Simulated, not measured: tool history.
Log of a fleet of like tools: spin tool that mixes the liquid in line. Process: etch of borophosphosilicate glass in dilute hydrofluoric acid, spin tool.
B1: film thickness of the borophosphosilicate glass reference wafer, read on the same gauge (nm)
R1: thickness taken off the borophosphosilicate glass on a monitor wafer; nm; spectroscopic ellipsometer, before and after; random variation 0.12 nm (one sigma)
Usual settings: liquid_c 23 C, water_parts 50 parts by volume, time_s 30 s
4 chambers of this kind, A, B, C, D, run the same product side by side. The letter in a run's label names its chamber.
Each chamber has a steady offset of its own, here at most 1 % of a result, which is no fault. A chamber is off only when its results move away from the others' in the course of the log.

run 1D hour=9.8 | liquid_c=23 water_parts=50 time_s=30 | B1=119.98 | R1=34.441
run 2A hour=19 | liquid_c=23 water_parts=50 time_s=30 | B1=119.99 | R1=34.781
run 3C hour=30.6 | liquid_c=23 water_parts=50 time_s=30 | B1=120 | R1=34.787
run 4B hour=36.7 | liquid_c=23 water_parts=50 time_s=30 | B1=120 | R1=34.644
run 5C hour=41.9 | liquid_c=23 water_parts=35 time_s=20 | B1=119.99 | R1=33.355
run 6A hour=49.2 | liquid_c=23 water_parts=35 time_s=20 | B1=119.99 | R1=33.458
run 7D hour=55.1 | liquid_c=23 water_parts=35 time_s=20 | B1=120.02 | R1=34.108
run 8B hour=60.2 | liquid_c=23 water_parts=35 time_s=20 | B1=120.02 | R1=33.82
run 9C hour=70.1 | liquid_c=23 water_parts=50 time_s=30 | B1=119.99 | R1=34.507
run 10A hour=80.7 | liquid_c=23 water_parts=50 time_s=30 | B1=120.03 | R1=34.665
run 11B hour=89.8 | liquid_c=23 water_parts=50 time_s=30 | B1=119.98 | R1=34.686
run 12D hour=100.2 | liquid_c=23 water_parts=50 time_s=30 | B1=120.01 | R1=34.55
run 13B hour=108.6 | liquid_c=23 water_parts=50 time_s=30 | B1=120.02 | R1=34.541
run 14C hour=118.5 | liquid_c=23 water_parts=50 time_s=30 | B1=119.98 | R1=34.523
run 15A hour=126.8 | liquid_c=23 water_parts=50 time_s=30 | B1=120 | R1=34.432
run 16D hour=136.1 | liquid_c=23 water_parts=50 time_s=30 | B1=119.97 | R1=34.353
run 17C hour=141.9 | liquid_c=23 water_parts=50 time_s=30 | B1=119.99 | R1=34.612
run 18D hour=147.8 | liquid_c=23 water_parts=50 time_s=30 | B1=120 | R1=34.712
run 19B hour=154.3 | liquid_c=23 water_parts=50 time_s=30 | B1=119.99 | R1=34.177
run 20A hour=161.1 | liquid_c=23 water_parts=50 time_s=30 | B1=120 | R1=34.724
run 21A hour=168.2 | liquid_c=23 water_parts=50 time_s=30 | B1=119.99 | R1=34.476
-- hour=172 chamber A: hydrofluoric acid flow meter replaced
run 22B hour=174.5 | liquid_c=23 water_parts=50 time_s=30 | B1=120.01 | R1=34.075
run 23D hour=183.1 | liquid_c=23 water_parts=50 time_s=30 | B1=120.01 | R1=34.456
run 24C hour=193 | liquid_c=23 water_parts=50 time_s=30 | B1=120 | R1=34.675
run 25C hour=204.4 | liquid_c=23 water_parts=50 time_s=30 | B1=120 | R1=34.775
run 26A hour=214.3 | liquid_c=23 water_parts=65 time_s=30 | B1=120 | R1=26.327
-- hour=223.1 chamber C: thermometer replaced
run 27D hour=224.8 | liquid_c=23 water_parts=65 time_s=30 | B1=119.98 | R1=25.97
run 28B hour=231.1 | liquid_c=23 water_parts=65 time_s=30 | B1=119.97 | R1=25.491
run 29C hour=241.5 | liquid_c=23 water_parts=65 time_s=30 | B1=119.97 | R1=26.225
run 30A hour=249.4 | liquid_c=23 water_parts=50 time_s=30 | B1=120.01 | R1=34.652
run 31D hour=258.4 | liquid_c=23 water_parts=50 time_s=30 | B1=120.01 | R1=34.692
run 32B hour=266 | liquid_c=23 water_parts=50 time_s=30 | B1=120.03 | R1=33.438
run 33B hour=277.4 | liquid_c=23 water_parts=50 time_s=30 | B1=120 | R1=33.539

Is one chamber off against the others, does the gauge drift, or is nothing wrong? If a chamber is off, say which, and what the likeliest cause is.

Chamber B drifts away from the others.
Cause: hydrofluoric acid flow below the setpoint (%) = 3.92.
The log may not tell that from: liquid colder than its thermometer reads (K).

Here are 4 candidates for chamber B's next run, each the usual settings with a change, their results left as question marks. Which one brings its results back in line with what the others give on the usual settings?
In line means no further than this from the other chambers' mean on the usual settings: R1 0.43 nm
run 34B-1 hour=285.8 | liquid_c=24 water_parts=50 time_s=30 | R1=?
run 34B-2 hour=285.8 | liquid_c=22 water_parts=50 time_s=30 | R1=?
run 34B-3 hour=285.8 | liquid_c=21 water_parts=50 time_s=30 | R1=?
run 34B-4 hour=285.8 | liquid_c=25 water_parts=50 time_s=30 | R1=?

The other chambers' mean on the usual settings: R1 34.647 nm
run=34B-1 R1=34.684
run=34B-2 R1=31.888
run=34B-3 R1=30.566
run=34B-4 R1=36.162
34B-1 brings the chamber back in line.

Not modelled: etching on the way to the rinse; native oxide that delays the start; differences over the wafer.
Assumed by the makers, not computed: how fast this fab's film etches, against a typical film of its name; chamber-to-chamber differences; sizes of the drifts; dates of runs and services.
